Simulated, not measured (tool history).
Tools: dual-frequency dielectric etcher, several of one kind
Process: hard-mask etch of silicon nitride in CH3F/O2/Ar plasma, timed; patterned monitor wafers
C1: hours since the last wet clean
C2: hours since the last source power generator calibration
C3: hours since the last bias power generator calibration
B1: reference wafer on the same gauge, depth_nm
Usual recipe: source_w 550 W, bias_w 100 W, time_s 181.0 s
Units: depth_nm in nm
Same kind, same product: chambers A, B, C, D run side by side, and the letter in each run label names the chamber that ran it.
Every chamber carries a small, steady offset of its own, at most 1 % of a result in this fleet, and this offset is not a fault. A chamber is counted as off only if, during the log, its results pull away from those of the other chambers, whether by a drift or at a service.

{"run": "1D", "hour": 7.3, "source_w": 550, "bias_w": 100, "time_s": 181.0, "C1": 223.8, "C2": 1401.8, "C3": 1997.6, "B1": 192.04, "depth_nm": 158.95}
{"run": "2A", "hour": 18.0, "source_w": 550, "bias_w": 100, "time_s": 181.0, "C1": 554.5, "C2": 2027.0, "C3": 1158.9, "B1": 192.17, "depth_nm": 159.67}
{"run": "3B", "hour": 27.8, "source_w": 550, "bias_w": 100, "time_s": 181.0, "C1": 261.4, "C2": 1888.7, "C3": 379.6, "B1": 192.04, "depth_nm": 161.15}
{"run": "4C", "hour": 42.4, "source_w": 550, "bias_w": 100, "time_s": 181.0, "C1": 162.1, "C2": 2707.7, "C3": 542.7, "B1": 191.78, "depth_nm": 160.83}
{"run": "5D", "hour": 50.3, "source_w": 550, "bias_w": 122, "time_s": 181.0, "C1": 266.8, "C2": 1444.8, "C3": 2040.6, "B1": 191.96, "depth_nm": 170.6}
{"run": "6A", "hour": 60.1, "source_w": 550, "bias_w": 122, "time_s": 181.0, "C1": 596.6, "C2": 2069.1, "C3": 1201.0, "B1": 191.85, "depth_nm": 171.43}
{"run": "7B", "hour": 75.2, "source_w": 550, "bias_w": 122, "time_s": 181.0, "C1": 308.8, "C2": 1936.1, "C3": 427.0, "B1": 191.83, "depth_nm": 171.35}
{"run": "8C", "hour": 84.5, "source_w": 550, "bias_w": 122, "time_s": 181.0, "C1": 204.2, "C2": 2749.8, "C3": 584.8, "B1": 191.88, "depth_nm": 171.25}
{"hour": 86.1, "done": "chamber A: wet clean of the chamber"}
{"run": "9D", "hour": 93.3, "source_w": 550, "bias_w": 100, "time_s": 181.0, "C1": 309.8, "C2": 1487.8, "C3": 2083.6, "B1": 192.07, "depth_nm": 157.34}
{"run": "10B", "hour": 100.4, "source_w": 650, "bias_w": 100, "time_s": 146.0, "C1": 334.0, "C2": 1961.3, "C3": 452.2, "B1": 191.93, "depth_nm": 138.92}
{"hour": 113.4, "done": "chamber B: source power generator calibrated"}
{"run": "11C", "hour": 113.8, "source_w": 650, "bias_w": 100, "time_s": 146.0, "C1": 233.5, "C2": 2779.1, "C3": 614.1, "B1": 192.0, "depth_nm": 138.21}
{"hour": 115.9, "done": "chamber B: wet clean of the chamber"}
{"run": "12A", "hour": 123.6, "source_w": 650, "bias_w": 100, "time_s": 146.0, "C1": 37.5, "C2": 2132.6, "C3": 1264.5, "B1": 191.95, "depth_nm": 135.97}
{"run": "13C", "hour": 130.9, "source_w": 650, "bias_w": 100, "time_s": 146.0, "C1": 250.6, "C2": 2796.2, "C3": 631.2, "B1": 191.93, "depth_nm": 138.9}
{"run": "14D", "hour": 139.2, "source_w": 550, "bias_w": 100, "time_s": 181.0, "C1": 355.7, "C2": 1533.7, "C3": 2129.5, "B1": 191.66, "depth_nm": 160.07}
{"hour": 148.3, "done": "chamber D: wet clean of the chamber"}
{"run": "15B", "hour": 149.4, "source_w": 550, "bias_w": 100, "time_s": 181.0, "C1": 33.5, "C2": 36.1, "C3": 501.2, "B1": 191.64, "depth_nm": 161.36}
{"run": "16A", "hour": 156.9, "source_w": 550, "bias_w": 100, "time_s": 181.0, "C1": 70.8, "C2": 2165.9, "C3": 1297.8, "B1": 192.42, "depth_nm": 159.78}
{"run": "17B", "hour": 167.2, "source_w": 550, "bias_w": 100, "time_s": 181.0, "C1": 51.3, "C2": 53.9, "C3": 519.0, "B1": 192.22, "depth_nm": 159.86}
{"run": "18C", "hour": 177.0, "source_w": 550, "bias_w": 100, "time_s": 181.0, "C1": 296.7, "C2": 2842.3, "C3": 677.3, "B1": 191.83, "depth_nm": 159.43}
{"run": "19D", "hour": 191.9, "source_w": 550, "bias_w": 100, "time_s": 181.0, "C1": 43.6, "C2": 1586.4, "C3": 2182.2, "B1": 191.77, "depth_nm": 158.76}
{"run": "20A", "hour": 205.9, "source_w": 550, "bias_w": 100, "time_s": 181.0, "C1": 119.8, "C2": 2214.9, "C3": 1346.8, "B1": 192.07, "depth_nm": 159.72}
{"run": "21A", "hour": 218.2, "source_w": 550, "bias_w": 100, "time_s": 181.0, "C1": 132.1, "C2": 2227.2, "C3": 1359.1, "B1": 191.85, "depth_nm": 159.44}
{"run": "22C", "hour": 227.2, "source_w": 550, "bias_w": 100, "time_s": 181.0, "C1": 346.9, "C2": 2892.5, "C3": 727.5, "B1": 191.87, "depth_nm": 161.3}
{"run": "23D", "hour": 238.1, "source_w": 550, "bias_w": 100, "time_s": 181.0, "C1": 89.8, "C2": 1632.6, "C3": 2228.4, "B1": 192.11, "depth_nm": 161.82}
{"run": "24B", "hour": 250.8, "source_w": 550, "bias_w": 100, "time_s": 181.0, "C1": 134.9, "C2": 137.5, "C3": 602.6, "B1": 192.03, "depth_nm": 160.79}
{"run": "25C", "hour": 260.6, "source_w": 550, "bias_w": 100, "time_s": 181.0, "C1": 380.3, "C2": 2925.9, "C3": 760.9, "B1": 191.92, "depth_nm": 161.81}
{"run": "26A", "hour": 271.4, "source_w": 550, "bias_w": 100, "time_s": 181.0, "C1": 185.3, "C2": 2280.4, "C3": 1412.3, "B1": 192.18, "depth_nm": 159.41}
{"hour": 276.8, "done": "chamber D: source power generator calibrated"}
{"hour": 281.5, "done": "chamber C: wet clean of the chamber"}
{"run": "27D", "hour": 286.5, "source_w": 550, "bias_w": 100, "time_s": 181.0, "C1": 138.2, "C2": 9.8, "C3": 2276.8, "B1": 191.9, "depth_nm": 161.96}
{"run": "28B", "hour": 301.2, "source_w": 550, "bias_w": 100, "time_s": 181.0, "C1": 185.3, "C2": 187.9, "C3": 653.0, "B1": 191.63, "depth_nm": 158.66}
{"run": "29D", "hour": 313.1, "source_w": 550, "bias_w": 100, "time_s": 181.0, "C1": 164.8, "C2": 36.4, "C3": 2303.4, "B1": 192.13, "depth_nm": 159.97}
{"run": "30B", "hour": 327.4, "source_w": 550, "bias_w": 83, "time_s": 162.5, "C1": 211.5, "C2": 214.1, "C3": 679.2, "B1": 191.87, "depth_nm": 135.28}
{"run": "31A", "hour": 338.5, "source_w": 550, "bias_w": 83, "time_s": 162.5, "C1": 252.4, "C2": 2347.5, "C3": 1479.4, "B1": 192.16, "depth_nm": 133.61}
{"run": "32C", "hour": 346.8, "source_w": 550, "bias_w": 83, "time_s": 162.5, "C1": 65.3, "C2": 3012.1, "C3": 847.1, "B1": 192.35, "depth_nm": 135.97}
{"run": "33A", "hour": 356.0, "source_w": 550, "bias_w": 83, "time_s": 162.5, "C1": 269.9, "C2": 2365.0, "C3": 1496.9, "B1": 191.82, "depth_nm": 134.58}

Each of the 4 chambers runs these same settings next. Fill in every chamber's results:
{"run": "34A", "hour": 367.0, "source_w": 550, "bias_w": 100, "time_s": 132.5, "depth_nm": "?"}
{"run": "34B", "hour": 367.0, "source_w": 550, "bias_w": 100, "time_s": 132.5, "depth_nm": "?"}
{"run": "34C", "hour": 367.0, "source_w": 550, "bias_w": 100, "time_s": 132.5, "depth_nm": "?"}
{"run": "34D", "hour": 367.0, "source_w": 550, "bias_w": 100, "time_s": 132.5, "depth_nm": "?"}

run=34A depth_nm=116.57
run=34B depth_nm=116.79
run=34C depth_nm=117.76
run=34D depth_nm=116.09

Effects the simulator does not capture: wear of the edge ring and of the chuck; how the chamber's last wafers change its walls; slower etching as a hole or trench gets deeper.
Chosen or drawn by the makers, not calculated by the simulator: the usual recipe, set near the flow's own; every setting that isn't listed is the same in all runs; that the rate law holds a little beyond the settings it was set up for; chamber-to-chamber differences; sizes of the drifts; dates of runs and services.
